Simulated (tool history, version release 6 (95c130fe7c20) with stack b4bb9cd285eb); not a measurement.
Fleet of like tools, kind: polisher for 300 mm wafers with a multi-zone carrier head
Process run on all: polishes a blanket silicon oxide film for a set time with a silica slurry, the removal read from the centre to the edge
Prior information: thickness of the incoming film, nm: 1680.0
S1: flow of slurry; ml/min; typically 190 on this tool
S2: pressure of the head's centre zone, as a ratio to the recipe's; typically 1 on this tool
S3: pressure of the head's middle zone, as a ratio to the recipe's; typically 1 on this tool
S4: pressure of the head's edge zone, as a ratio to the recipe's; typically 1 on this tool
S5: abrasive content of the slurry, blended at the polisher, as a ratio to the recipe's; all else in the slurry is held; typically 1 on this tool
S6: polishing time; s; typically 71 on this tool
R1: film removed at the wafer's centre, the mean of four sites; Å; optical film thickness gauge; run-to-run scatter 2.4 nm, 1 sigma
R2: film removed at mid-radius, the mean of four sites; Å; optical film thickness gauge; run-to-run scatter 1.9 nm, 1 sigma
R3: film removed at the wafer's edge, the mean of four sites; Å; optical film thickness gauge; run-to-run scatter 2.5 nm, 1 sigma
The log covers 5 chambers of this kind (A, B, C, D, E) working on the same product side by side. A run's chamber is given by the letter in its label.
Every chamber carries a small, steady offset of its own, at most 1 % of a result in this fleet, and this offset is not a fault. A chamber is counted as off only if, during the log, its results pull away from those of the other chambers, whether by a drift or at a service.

run,day,S1,S2,S3,S4,S5,S6,R1,R2,R3
1C,0.225,190,1,1,1,1,71,2695.3,2696.3,2674.8
2B,0.375,190,1,1,1,1,71,2641.5,2648,2688.4
3D,0.517,190,1,1,1,1,71,2641.6,2639.9,2636.2
# day 0.612: chamber C: worn pad replaced by a new one
4E,0.625,190,1,1,1,1,71,2639.7,2625.4,2631.1
# day 0.675: chamber B: worn pad replaced by a new one
# day 0.683: chamber A: worn pad replaced by a new one
5A,0.858,190,1,1,1,1,54,1990.5,2009.2,1996.8
6C,1.075,190,1,1,1,1,54,2026.2,2030,2031.8
7E,1.292,190,1,1,1,1,54,2013.3,2000.9,2026.4
8A,1.525,190,1,1,1,1,54,2019.2,2001.9,2014.5
# day 1.558: chamber B: slurry nozzle cleaned
9D,1.662,190,1,1,1,1,54,2024.3,2011.2,2010.3
# day 1.767: chamber D: worn pad replaced by a new one
10B,1.783,190,1,1,1,1,71,2618.2,2632.1,2662.2
11E,1.996,190,1,1,1,0.7,71,2251,2205.2,2226.2
12B,2.125,190,1,1,1,0.7,71,2174.2,2209.7,2264
13A,2.254,190,1,1,1,0.7,71,2242.6,2192.8,2179.7
14D,2.446,190,1,1,1,0.7,71,2246.5,2226.8,2212.9
15C,2.554,190,1,1,1,0.7,71,2206.2,2225.7,2172.4
16B,2.7,190,1,1,1,1,71,2678.6,2595.8,2709.7
17E,2.921,190,1,0.92,1,1,71,2626.9,2439,2698.2
18C,3.046,190,1,0.92,1,1,71,2686.6,2512,2643.3
19D,3.262,190,1,0.92,1,1,71,2652.5,2466.1,2628.8
20A,3.45,190,1,0.92,1,1,71,2637.8,2417.9,2644.2
21B,3.671,190,1,0.92,1,1,71,2673.3,2423.2,2682.8
# day 3.729: chamber A: centre zone pressure recalibrated
# day 3.775: chamber E: worn pad replaced by a new one
# day 3.871: chamber C: worn pad replaced by a new one
22C,3.9,190,1,1,1,1,71,2623.2,2658.5,2624.3
23D,4.104,190,1,1,1,1,71,2685.1,2643.7,2643.6
# day 4.208: chamber E: centre zone pressure recalibrated
24A,4.238,190,1,1,1,1,71,2625.2,2625.8,2658.3
25E,4.454,190,1,1,1,1,71,2667,2621.9,2689
26C,4.658,190,1,1,1,1,71,2644.2,2664,2651.6
27A,4.875,190,1,1,1,1,71,2674.6,2627.4,2628.9
28D,5.012,190,1,1,1,1,71,2666.7,2657.6,2626.2
29E,5.196,190,1,1,1,1,71,2705.3,2630.9,2689.6
# day 5.204: chamber D: centre zone pressure recalibrated
30B,5.383,190,1,1,1,1,71,2746.5,2634.3,2675.3
# day 5.412: chamber D: worn pad replaced by a new one
# day 5.542: chamber A: worn pad replaced by a new one
31D,5.55,190,1,1,1,1,58,2179.1,2151.5,2171.8
32E,5.779,190,1,1,1,1,58,2159,2132.2,2113.6
33C,5.888,190,1,1,1,1,58,2159.9,2179.1,2150.7
34A,6.038,190,1,1,1,1,58,2195.7,2162.7,2165.6
35B,6.238,190,1,1,1,1,58,2313.8,2148.7,2148
36A,6.354,190,1,1,1,1,71,2603.2,2626.7,2646.6
37C,6.512,190,0.89,1,1,1,71,2349.5,2676.4,2613.1
38E,6.692,190,0.89,1,1,1,71,2340.3,2573.8,2688.7
39D,6.829,190,0.89,1,1,1,71,2360.3,2671.7,2598

The same settings go to every chamber for the next run, one line per chamber below. Forecast the results for each:
40A,6.996,190,1,1,1,1,71,?,?,?
40B,6.996,190,1,1,1,1,71,?,?,?
40C,6.996,190,1,1,1,1,71,?,?,?
40D,6.996,190,1,1,1,1,71,?,?,?
40E,6.996,190,1,1,1,1,71,?,?,?

run,R1,R2,R3
40A,2628.5,2605,2617
40B,2906.2,2597,2642.1
40C,2634,2662.2,2645.2
40D,2633.1,2671,2624.4
40E,2675.5,2627.4,2666.9
